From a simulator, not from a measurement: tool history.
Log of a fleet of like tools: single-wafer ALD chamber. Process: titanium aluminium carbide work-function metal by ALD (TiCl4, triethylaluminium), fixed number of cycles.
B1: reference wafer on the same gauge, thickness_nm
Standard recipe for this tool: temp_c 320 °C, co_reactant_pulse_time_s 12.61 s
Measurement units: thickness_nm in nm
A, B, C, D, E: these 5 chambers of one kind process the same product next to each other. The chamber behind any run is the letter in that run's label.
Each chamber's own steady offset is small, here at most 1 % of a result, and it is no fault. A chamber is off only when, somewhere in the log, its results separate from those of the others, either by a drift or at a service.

Run 1D, day 0.246: usual settings; B1 1.8707. Result: thickness_nm 2.2283 nm.
Run 2E, day 0.604: usual settings; B1 1.8697. Result: thickness_nm 2.2162 nm.
Run 3C, day 0.946: usual settings; B1 1.8687. Result: thickness_nm 2.1953 nm.
Run 4B, day 1.246: usual settings; B1 1.8686. Result: thickness_nm 2.2209 nm.
Run 5A, day 1.617: usual settings; B1 1.8684. Result: thickness_nm 2.2209 nm.
Run 6A, day 1.904: usual settings; B1 1.8684. Result: thickness_nm 2.2237 nm.
Run 7D, day 2.221: usual settings; B1 1.8684. Result: thickness_nm 2.2253 nm.
Run 8B, day 2.488: usual settings; B1 1.8671. Result: thickness_nm 2.2140 nm.
Run 9C, day 2.800: usual settings but temp_c 331 °C, co_reactant_pulse_time_s 15.12 s; B1 1.8676. Result: thickness_nm 2.3070 nm.
Run 10E, day 3.233: usual settings but temp_c 331 °C, co_reactant_pulse_time_s 15.12 s; B1 1.8674. Result: thickness_nm 2.3382 nm.
Run 11E, day 3.662: usual settings but temp_c 331 °C, co_reactant_pulse_time_s 15.12 s; B1 1.8652. Result: thickness_nm 2.3370 nm.
Run 12B, day 4.100: usual settings but temp_c 331 °C, co_reactant_pulse_time_s 15.12 s; B1 1.8660. Result: thickness_nm 2.3327 nm.
Run 13C, day 4.442: usual settings but temp_c 331 °C, co_reactant_pulse_time_s 15.12 s; B1 1.8654. Result: thickness_nm 2.3048 nm.
Run 14A, day 4.758: usual settings; B1 1.8664. Result: thickness_nm 2.2154 nm.
Run 15D, day 5.042: usual settings; B1 1.8661. Result: thickness_nm 2.2309 nm.
Run 16A, day 5.308: usual settings but temp_c 306 °C, co_reactant_pulse_time_s 16.19 s; B1 1.8652. Result: thickness_nm 2.1119 nm.
Run 17C, day 5.625: usual settings but temp_c 306 °C, co_reactant_pulse_time_s 16.19 s; B1 1.8646. Result: thickness_nm 2.0831 nm.
Run 18B, day 5.962: usual settings but temp_c 306 °C, co_reactant_pulse_time_s 16.19 s; B1 1.8650. Result: thickness_nm 2.1108 nm.
Run 19D, day 6.425: usual settings but temp_c 306 °C, co_reactant_pulse_time_s 16.19 s; B1 1.8642. Result: thickness_nm 2.1214 nm.
Run 20E, day 6.862: usual settings but temp_c 306 °C, co_reactant_pulse_time_s 16.19 s; B1 1.8636. Result: thickness_nm 2.1031 nm.
Run 21E, day 7.238: usual settings; B1 1.8630. Result: thickness_nm 2.2108 nm.
Run 22A, day 7.479: usual settings but temp_c 327 °C, co_reactant_pulse_time_s 8.51 s; B1 1.8632. Result: thickness_nm 2.1813 nm.
Run 23D, day 7.904: usual settings but temp_c 327 °C, co_reactant_pulse_time_s 8.51 s; B1 1.8628. Result: thickness_nm 2.1895 nm.
Run 24C, day 8.246: usual settings but temp_c 327 °C, co_reactant_pulse_time_s 8.51 s; B1 1.8622. Result: thickness_nm 2.1534 nm.
Run 25B, day 8.671: usual settings but temp_c 327 °C, co_reactant_pulse_time_s 8.51 s; B1 1.8622. Result: thickness_nm 2.1805 nm.
Run 26B, day 9.042: usual settings but temp_c 327 °C, co_reactant_pulse_time_s 8.51 s; B1 1.8612. Result: thickness_nm 2.1756 nm.
Run 27D, day 9.404: usual settings; B1 1.8610. Result: thickness_nm 2.2229 nm.
At day 9.504: chamber D: triethylaluminium bottle replaced.
Run 28A, day 9.696: usual settings; B1 1.8609. Result: thickness_nm 2.2066 nm.
Run 29E, day 10.046: usual settings; B1 1.8602. Result: thickness_nm 2.2085 nm.
Run 30C, day 10.412: usual settings; B1 1.8608. Result: thickness_nm 2.1869 nm.
Run 31E, day 10.792: usual settings; B1 1.8596. Result: thickness_nm 2.2136 nm.
Run 32B, day 11.062: usual settings but temp_c 329 °C, co_reactant_pulse_time_s 8.92 s; B1 1.8593. Result: thickness_nm 2.2091 nm.
Run 33D, day 11.312: usual settings but temp_c 329 °C, co_reactant_pulse_time_s 8.92 s; B1 1.8595. Result: thickness_nm 2.2231 nm.
Run 34A, day 11.525: usual settings but temp_c 329 °C, co_reactant_pulse_time_s 8.92 s; B1 1.8595. Result: thickness_nm 2.2165 nm.
Run 35C, day 11.821: usual settings but temp_c 329 °C, co_reactant_pulse_time_s 8.92 s; B1 1.8595. Result: thickness_nm 2.1870 nm.
At day 11.908: chamber A: thermocouple changed; heater temperature recalibrated.
Run 36C, day 12.042: usual settings but temp_c 329 °C, co_reactant_pulse_time_s 8.92 s; B1 1.8583. Result: thickness_nm 2.1893 nm.
Run 37A, day 12.288: usual settings but temp_c 306 °C, co_reactant_pulse_time_s 9.89 s; B1 1.8584. Result: thickness_nm 2.0387 nm.
Run 38B, day 12.642: usual settings but temp_c 306 °C, co_reactant_pulse_time_s 9.89 s; B1 1.8589. Result: thickness_nm 2.0359 nm.
Run 39D, day 13.021: usual settings but temp_c 306 °C, co_reactant_pulse_time_s 9.89 s; B1 1.8576. Result: thickness_nm 2.0469 nm.

What goes on in this fleet: one chamber off, a drifting gauge, or nothing beyond the chambers' own small offsets? Name the chamber and the cause, if any.

The gauge drifts, so all chambers seem to drift together. No chamber is off.
Most likely cause: gauge reads low (%) = 0.669.
